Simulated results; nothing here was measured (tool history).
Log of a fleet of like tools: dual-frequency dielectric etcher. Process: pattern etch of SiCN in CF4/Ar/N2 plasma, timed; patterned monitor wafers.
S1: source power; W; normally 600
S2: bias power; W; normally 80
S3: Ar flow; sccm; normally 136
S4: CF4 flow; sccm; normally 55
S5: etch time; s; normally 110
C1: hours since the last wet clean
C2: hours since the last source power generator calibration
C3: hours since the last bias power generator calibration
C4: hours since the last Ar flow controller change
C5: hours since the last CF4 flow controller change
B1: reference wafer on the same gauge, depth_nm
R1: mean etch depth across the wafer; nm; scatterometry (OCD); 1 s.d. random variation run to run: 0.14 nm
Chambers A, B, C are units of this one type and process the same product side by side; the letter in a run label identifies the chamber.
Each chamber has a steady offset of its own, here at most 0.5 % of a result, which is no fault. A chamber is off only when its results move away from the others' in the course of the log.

Run 1C, hour 4.3: usual settings; C1 225.7; C2 864.1; C3 632.3; C4 1240.1; C5 2338.9; B1 94.998. Result: R1 115.50 nm.
Run 2A, hour 8.0: usual settings; C1 334.8; C2 2517.4; C3 1364.1; C4 2006.5; C5 279.8; B1 94.994. Result: R1 115.82 nm.
Run 3B, hour 15.6: usual settings; C1 386.3; C2 1396.2; C3 800.1; C4 1362.3; C5 679.9; B1 94.941. Result: R1 115.08 nm.
Run 4A, hour 21.0: usual settings; C1 347.8; C2 2530.4; C3 1377.1; C4 2019.5; C5 292.8; B1 94.954. Result: R1 115.47 nm.
Run 5C, hour 25.3: usual settings; C1 246.7; C2 885.1; C3 653.3; C4 1261.1; C5 2359.9; B1 94.886. Result: R1 115.76 nm.
Run 6B, hour 32.3: usual settings; C1 403.0; C2 1412.9; C3 816.8; C4 1379.0; C5 696.6; B1 94.915. Result: R1 115.35 nm.
Run 7A, hour 39.7: usual settings; C1 366.5; C2 2549.1; C3 1395.8; C4 2038.2; C5 311.5; B1 94.841. Result: R1 115.38 nm.
At hour 42.5: chamber B: wet clean of the chamber.
Run 8C, hour 44.7: usual settings; C1 266.1; C2 904.5; C3 672.7; C4 1280.5; C5 2379.3; B1 94.856. Result: R1 115.48 nm.
Run 9B, hour 51.9: usual settings; C1 9.5; C2 1432.5; C3 836.4; C4 1398.6; C5 716.2; B1 94.820. Result: R1 115.25 nm.
Run 10A, hour 57.9: usual settings; C1 384.7; C2 2567.3; C3 1414.0; C4 2056.4; C5 329.7; B1 94.834. Result: R1 115.35 nm.
Run 11B, hour 64.5: usual settings; C1 22.1; C2 1445.1; C3 849.0; C4 1411.2; C5 728.8; B1 94.777. Result: R1 115.28 nm.
Run 12C, hour 70.9: usual settings; C1 292.3; C2 930.7; C3 698.9; C4 1306.7; C5 2405.5; B1 94.763. Result: R1 115.57 nm.
Run 13B, hour 75.0: usual settings; C1 32.6; C2 1455.6; C3 859.5; C4 1421.7; C5 739.3; B1 94.730. Result: R1 115.27 nm.
Run 14A, hour 81.0: usual settings; C1 407.8; C2 2590.4; C3 1437.1; C4 2079.5; C5 352.8; B1 94.747. Result: R1 115.37 nm.
Run 15C, hour 88.1: usual settings; C1 309.5; C2 947.9; C3 716.1; C4 1323.9; C5 2422.7; B1 94.695. Result: R1 115.25 nm.
Run 16A, hour 92.1: usual settings; C1 418.9; C2 2601.5; C3 1448.2; C4 2090.6; C5 363.9; B1 94.668. Result: R1 115.14 nm.
Run 17C, hour 97.5: usual settings; C1 318.9; C2 957.3; C3 725.5; C4 1333.3; C5 2432.1; B1 94.655. Result: R1 115.47 nm.
Run 18B, hour 101.6: usual settings; C1 59.2; C2 1482.2; C3 886.1; C4 1448.3; C5 765.9; B1 94.661. Result: R1 114.98 nm.
Run 19A, hour 106.1: usual settings; C1 432.9; C2 2615.5; C3 1462.2; C4 2104.6; C5 377.9; B1 94.630. Result: R1 115.22 nm.
Run 20C, hour 110.8: usual settings; C1 332.2; C2 970.6; C3 738.8; C4 1346.6; C5 2445.4; B1 94.624. Result: R1 115.50 nm.
Run 21B, hour 116.8: usual settings; C1 74.4; C2 1497.4; C3 901.3; C4 1463.5; C5 781.1; B1 94.610. Result: R1 115.16 nm.
Run 22B, hour 121.4: usual settings; C1 79.0; C2 1502.0; C3 905.9; C4 1468.1; C5 785.7; B1 94.613. Result: R1 114.89 nm.
Run 23C, hour 126.4: usual settings; C1 347.8; C2 986.2; C3 754.4; C4 1362.2; C5 2461.0; B1 94.568. Result: R1 115.16 nm.
Run 24A, hour 133.5: usual settings; C1 460.3; C2 2642.9; C3 1489.6; C4 2132.0; C5 405.3; B1 94.567. Result: R1 115.22 nm.

The same settings go to every chamber for the next run, one line per chamber below. Forecast the results for each:
Run 25A, hour 139.2: usual settings but S2 96 W. Result: R1 ?.
Run 25B, hour 139.2: usual settings but S2 96 W. Result: R1 ?.
Run 25C, hour 139.2: usual settings but S2 96 W. Result: R1 ?.

run      R1
25A  123.47
25B  122.85
25C  123.79

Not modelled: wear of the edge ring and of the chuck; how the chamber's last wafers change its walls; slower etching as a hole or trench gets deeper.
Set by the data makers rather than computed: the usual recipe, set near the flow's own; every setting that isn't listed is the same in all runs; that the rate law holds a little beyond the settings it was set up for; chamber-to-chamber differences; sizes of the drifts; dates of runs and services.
